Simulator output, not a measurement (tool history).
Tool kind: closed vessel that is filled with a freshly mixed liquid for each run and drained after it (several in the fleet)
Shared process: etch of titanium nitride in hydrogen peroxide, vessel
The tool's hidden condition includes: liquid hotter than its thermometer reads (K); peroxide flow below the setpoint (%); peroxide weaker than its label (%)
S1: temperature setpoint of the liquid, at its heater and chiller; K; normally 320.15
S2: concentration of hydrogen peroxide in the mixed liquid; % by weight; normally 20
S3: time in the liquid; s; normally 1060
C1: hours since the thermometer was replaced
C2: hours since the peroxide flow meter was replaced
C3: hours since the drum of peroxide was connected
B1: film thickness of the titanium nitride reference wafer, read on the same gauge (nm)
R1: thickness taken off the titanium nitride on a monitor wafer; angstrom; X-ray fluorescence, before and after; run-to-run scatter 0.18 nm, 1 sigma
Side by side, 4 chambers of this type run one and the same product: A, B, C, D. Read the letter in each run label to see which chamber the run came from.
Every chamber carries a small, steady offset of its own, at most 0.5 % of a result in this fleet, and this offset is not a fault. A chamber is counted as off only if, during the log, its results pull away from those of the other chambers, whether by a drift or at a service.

At day 0.1: chamber B: peroxide flow meter replaced.
At day 0.55: chamber C: new drum of peroxide connected.
Run 1D, day 0.608: usual settings; C1 925.2; C2 614.2; C3 960.8; B1 90.01. Result: R1 327.02 angstrom.
Run 2C, day 0.917: usual settings; C1 406; C2 851.5; C3 8.8; B1 90.014. Result: R1 330.28 angstrom.
Run 3B, day 1.392: usual settings; C1 1054.6; C2 31.1; C3 235.6; B1 89.985. Result: R1 327.63 angstrom.
Run 4A, day 1.958: usual settings; C1 852.2; C2 2101.7; C3 257.7; B1 89.972. Result: R1 325.75 angstrom.
At day 2.338: chamber D: new drum of peroxide connected.
Run 5D, day 2.558: usual settings; C1 972; C2 661; C3 5.3; B1 90. Result: R1 330.25 angstrom.
Run 6B, day 2.938: usual settings; C1 1091.7; C2 68.2; C3 272.7; B1 89.967. Result: R1 328.71 angstrom.
Run 7A, day 3.304: usual settings; C1 884.5; C2 2134; C3 290; B1 89.997. Result: R1 329.53 angstrom.
Run 8C, day 3.838: usual settings; C1 476.1; C2 921.6; C3 78.9; B1 89.999. Result: R1 325.97 angstrom.
At day 4.025: chamber A: peroxide flow meter replaced.
Run 9A, day 4.475: usual settings; C1 912.6; C2 10.8; C3 318.1; B1 89.957. Result: R1 328.59 angstrom.
Run 10C, day 5.012: usual settings; C1 504.3; C2 949.8; C3 107.1; B1 90.043. Result: R1 330.26 angstrom.
Run 11D, day 5.667: usual settings but S1 328.65 K, S2 16.5 % by weight; C1 1046.6; C2 735.6; C3 79.9; B1 90.008. Result: R1 578.16 angstrom.
Run 12B, day 6.058: usual settings but S1 328.65 K, S2 16.5 % by weight; C1 1166.6; C2 143.1; C3 347.6; B1 90.035. Result: R1 582.76 angstrom.
Run 13C, day 6.592: usual settings but S1 328.65 K, S2 16.5 % by weight; C1 542.2; C2 987.7; C3 145; B1 89.941. Result: R1 586.26 angstrom.
Run 14B, day 6.888: usual settings but S1 328.65 K, S2 16.5 % by weight; C1 1186.5; C2 163; C3 367.5; B1 90.055. Result: R1 583.49 angstrom.
Run 15D, day 7.533: usual settings but S1 325.65 K, S2 15.5 % by weight; C1 1091.4; C2 780.4; C3 124.7; B1 89.979. Result: R1 461.81 angstrom.
Run 16A, day 7.917: usual settings but S1 325.65 K, S2 15.5 % by weight; C1 995.2; C2 93.4; C3 400.7; B1 89.985. Result: R1 460.74 angstrom.
Run 17C, day 8.542: usual settings but S1 325.65 K, S2 15.5 % by weight; C1 589; C2 1034.5; C3 191.8; B1 90.009. Result: R1 466.2 angstrom.
Run 18A, day 9.017: usual settings but S1 325.65 K, S2 15.5 % by weight; C1 1021.6; C2 119.8; C3 427.1; B1 89.994. Result: R1 468.82 angstrom.
Run 19D, day 9.392: usual settings but S2 24.5 % by weight; C1 1136; C2 825; C3 169.3; B1 90.001. Result: R1 341.96 angstrom.
Run 20B, day 9.804: usual settings but S2 24.5 % by weight; C1 1256.5; C2 233; C3 437.5; B1 90.034. Result: R1 355.85 angstrom.
Run 21C, day 10.167: usual settings but S2 24.5 % by weight; C1 628; C2 1073.5; C3 230.8; B1 89.984. Result: R1 343.91 angstrom.
Run 22B, day 10.458: usual settings but S2 24.5 % by weight; C1 1272.2; C2 248.7; C3 453.2; B1 89.986. Result: R1 355.83 angstrom.
Run 23A, day 10.962: usual settings; C1 1068.3; C2 166.5; C3 473.8; B1 89.993. Result: R1 327.56 angstrom.
Run 24D, day 11.4: usual settings; C1 1184.2; C2 873.2; C3 217.5; B1 90.006. Result: R1 330.41 angstrom.
Run 25D, day 11.712: usual settings; C1 1191.7; C2 880.7; C3 225; B1 90.033. Result: R1 328.49 angstrom.
At day 12.317: chamber A: new drum of peroxide connected.
Run 26B, day 12.35: usual settings; C1 1317.6; C2 294.1; C3 498.6; B1 90.01. Result: R1 342.56 angstrom.
Run 27C, day 12.892: usual settings but S2 16 % by weight; C1 693.4; C2 1138.9; C3 296.2; B1 89.98. Result: R1 314.97 angstrom.
Run 28A, day 13.483: usual settings but S2 16 % by weight; C1 1128.8; C2 227; C3 28; B1 90.011. Result: R1 310.05 angstrom.
Run 29C, day 13.925: usual settings but S2 16 % by weight; C1 718.2; C2 1163.7; C3 321; B1 90.017. Result: R1 312.11 angstrom.
Run 30D, day 14.462: usual settings but S2 16 % by weight; C1 1257.7; C2 946.7; C3 291; B1 90.012. Result: R1 313.86 angstrom.

Is one chamber out of step, is the gauge drifting, or do the chambers differ by no more than their own small offsets? For an off chamber, give its letter and the likeliest cause.

One chamber, B, drifts off from the rest bit by bit.
Likeliest cause: liquid hotter than its thermometer reads (K) = 0.894.

Below are 4 candidate recipes for chamber B's next run, each the usual settings with a change, their results shown as question marks. Which of them brings B's results back in line with what the other chambers give on the usual settings?
In line means no further than this from the other chambers' mean on the usual settings: R1 6.4 angstrom
Run 31B-1, day 14.946: usual settings but S3 1035 s. Result: R1 ?.
Run 31B-2, day 14.946: usual settings but S3 1085 s. Result: R1 ?.
Run 31B-3, day 14.946: usual settings but S3 1125 s. Result: R1 ?.
Run 31B-4, day 14.946: usual settings but S1 319.65 K, S3 1035 s. Result: R1 ?.

The other chambers' mean on the usual settings: R1 328.19 angstrom
  run      R1
31B-1  341.27
31B-2  357.76
31B-3  370.95
31B-4  329.23
With 31B-4, the chamber falls back in line with the rest.
